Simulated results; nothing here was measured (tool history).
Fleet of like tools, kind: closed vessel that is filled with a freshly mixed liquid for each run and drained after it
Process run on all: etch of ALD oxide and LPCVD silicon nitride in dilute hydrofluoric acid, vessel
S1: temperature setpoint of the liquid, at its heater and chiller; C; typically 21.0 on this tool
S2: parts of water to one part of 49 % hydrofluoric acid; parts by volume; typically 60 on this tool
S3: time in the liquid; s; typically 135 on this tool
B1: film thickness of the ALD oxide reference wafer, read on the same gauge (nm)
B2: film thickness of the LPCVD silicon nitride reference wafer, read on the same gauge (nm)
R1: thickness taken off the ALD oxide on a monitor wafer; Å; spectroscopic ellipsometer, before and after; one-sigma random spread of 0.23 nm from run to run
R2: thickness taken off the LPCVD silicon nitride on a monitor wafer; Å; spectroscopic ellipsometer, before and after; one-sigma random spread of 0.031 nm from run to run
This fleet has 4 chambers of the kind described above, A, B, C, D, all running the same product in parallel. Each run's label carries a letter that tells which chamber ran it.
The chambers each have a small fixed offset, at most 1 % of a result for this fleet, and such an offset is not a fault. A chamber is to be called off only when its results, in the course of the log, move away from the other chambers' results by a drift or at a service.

Run 1D, hour 4.4: usual settings; B1 120.00; B2 140.02. Result: R1 414.15 Å, R2 7.7841 Å.
Run 2A, hour 8.0: usual settings; B1 120.00; B2 140.03. Result: R1 406.23 Å, R2 7.6547 Å.
Run 3B, hour 12.8: usual settings; B1 120.01; B2 139.97. Result: R1 417.36 Å, R2 8.1609 Å.
Run 4C, hour 18.4: usual settings; B1 120.04; B2 139.98. Result: R1 408.61 Å, R2 7.7563 Å.
Run 5A, hour 24.2: usual settings; B1 119.98; B2 139.98. Result: R1 407.32 Å, R2 8.5655 Å.
Run 6C, hour 27.8: usual settings; B1 119.98; B2 140.00. Result: R1 405.44 Å, R2 7.2691 Å.
Run 7B, hour 32.2: usual settings; B1 120.01; B2 140.03. Result: R1 410.08 Å, R2 8.0657 Å.
Run 8D, hour 37.0: usual settings; B1 119.99; B2 140.02. Result: R1 412.04 Å, R2 8.6912 Å.
Run 9D, hour 41.9: usual settings; B1 120.02; B2 139.97. Result: R1 414.08 Å, R2 7.5620 Å.
Run 10B, hour 46.5: usual settings; B1 119.99; B2 140.01. Result: R1 414.10 Å, R2 8.0636 Å.
Run 11A, hour 50.4: usual settings but S3 170 s; B1 120.02; B2 139.98. Result: R1 508.00 Å, R2 9.9283 Å.
Run 12C, hour 55.9: usual settings but S3 170 s; B1 119.97; B2 140.00. Result: R1 510.11 Å, R2 9.8922 Å.
Run 13B, hour 59.9: usual settings but S3 170 s; B1 120.00; B2 140.00. Result: R1 519.71 Å, R2 9.7518 Å.
Run 14D, hour 64.7: usual settings but S3 170 s; B1 120.00; B2 139.99. Result: R1 519.80 Å, R2 10.9840 Å.
Run 15A, hour 69.4: usual settings; B1 120.01; B2 140.03. Result: R1 405.99 Å, R2 8.0064 Å.
Run 16C, hour 74.8: usual settings; B1 120.00; B2 139.99. Result: R1 404.62 Å, R2 8.4203 Å.
Run 17B, hour 79.7: usual settings; B1 120.00; B2 140.03. Result: R1 413.04 Å, R2 8.3851 Å.
Run 18C, hour 85.2: usual settings; B1 119.97; B2 140.00. Result: R1 408.54 Å, R2 8.0677 Å.
Run 19D, hour 88.8: usual settings; B1 120.00; B2 140.03. Result: R1 413.90 Å, R2 7.9831 Å.
Run 20A, hour 93.3: usual settings; B1 120.00; B2 140.03. Result: R1 411.34 Å, R2 7.6373 Å.
Run 21D, hour 97.4: usual settings; B1 119.97; B2 139.97. Result: R1 407.42 Å, R2 7.6849 Å.
Run 22C, hour 101.1: usual settings but S3 180 s; B1 120.01; B2 139.99. Result: R1 540.06 Å, R2 10.8290 Å.
Run 23A, hour 104.6: usual settings but S3 180 s; B1 119.99; B2 140.03. Result: R1 545.65 Å, R2 10.8440 Å.
Run 24B, hour 108.1: usual settings but S3 180 s; B1 120.00; B2 140.06. Result: R1 558.59 Å, R2 10.4740 Å.
Run 25D, hour 112.8: usual settings but S3 180 s; B1 120.01; B2 139.98. Result: R1 547.02 Å, R2 10.4950 Å.
Run 26C, hour 115.5: usual settings; B1 119.99; B2 139.97. Result: R1 409.63 Å, R2 8.1522 Å.
Run 27A, hour 118.2: usual settings; B1 120.04; B2 140.02. Result: R1 405.36 Å, R2 8.0067 Å.
Run 28B, hour 124.2: usual settings; B1 120.01; B2 140.02. Result: R1 412.54 Å, R2 8.3909 Å.
Run 29D, hour 127.3: usual settings; B1 119.98; B2 140.00. Result: R1 412.44 Å, R2 7.4758 Å.
Run 30B, hour 133.1: usual settings; B1 119.98; B2 140.01. Result: R1 414.96 Å, R2 8.1057 Å.
Run 31C, hour 138.9: usual settings but S1 18.5 C, S2 80 parts by volume; B1 120.01; B2 139.99. Result: R1 268.94 Å, R2 5.1587 Å.

All 4 chambers run these settings next. Forecast each chamber's results:
Run 32A, hour 143.3: usual settings. Result: R1 ?, R2 ?.
Run 32B, hour 143.3: usual settings. Result: R1 ?, R2 ?.
Run 32C, hour 143.3: usual settings. Result: R1 ?, R2 ?.
Run 32D, hour 143.3: usual settings. Result: R1 ?, R2 ?.

run      R1      R2
32A  407.22  8.1041
32B  409.46  8.0423
32C  406.72  8.0654
32D  410.65  7.9084
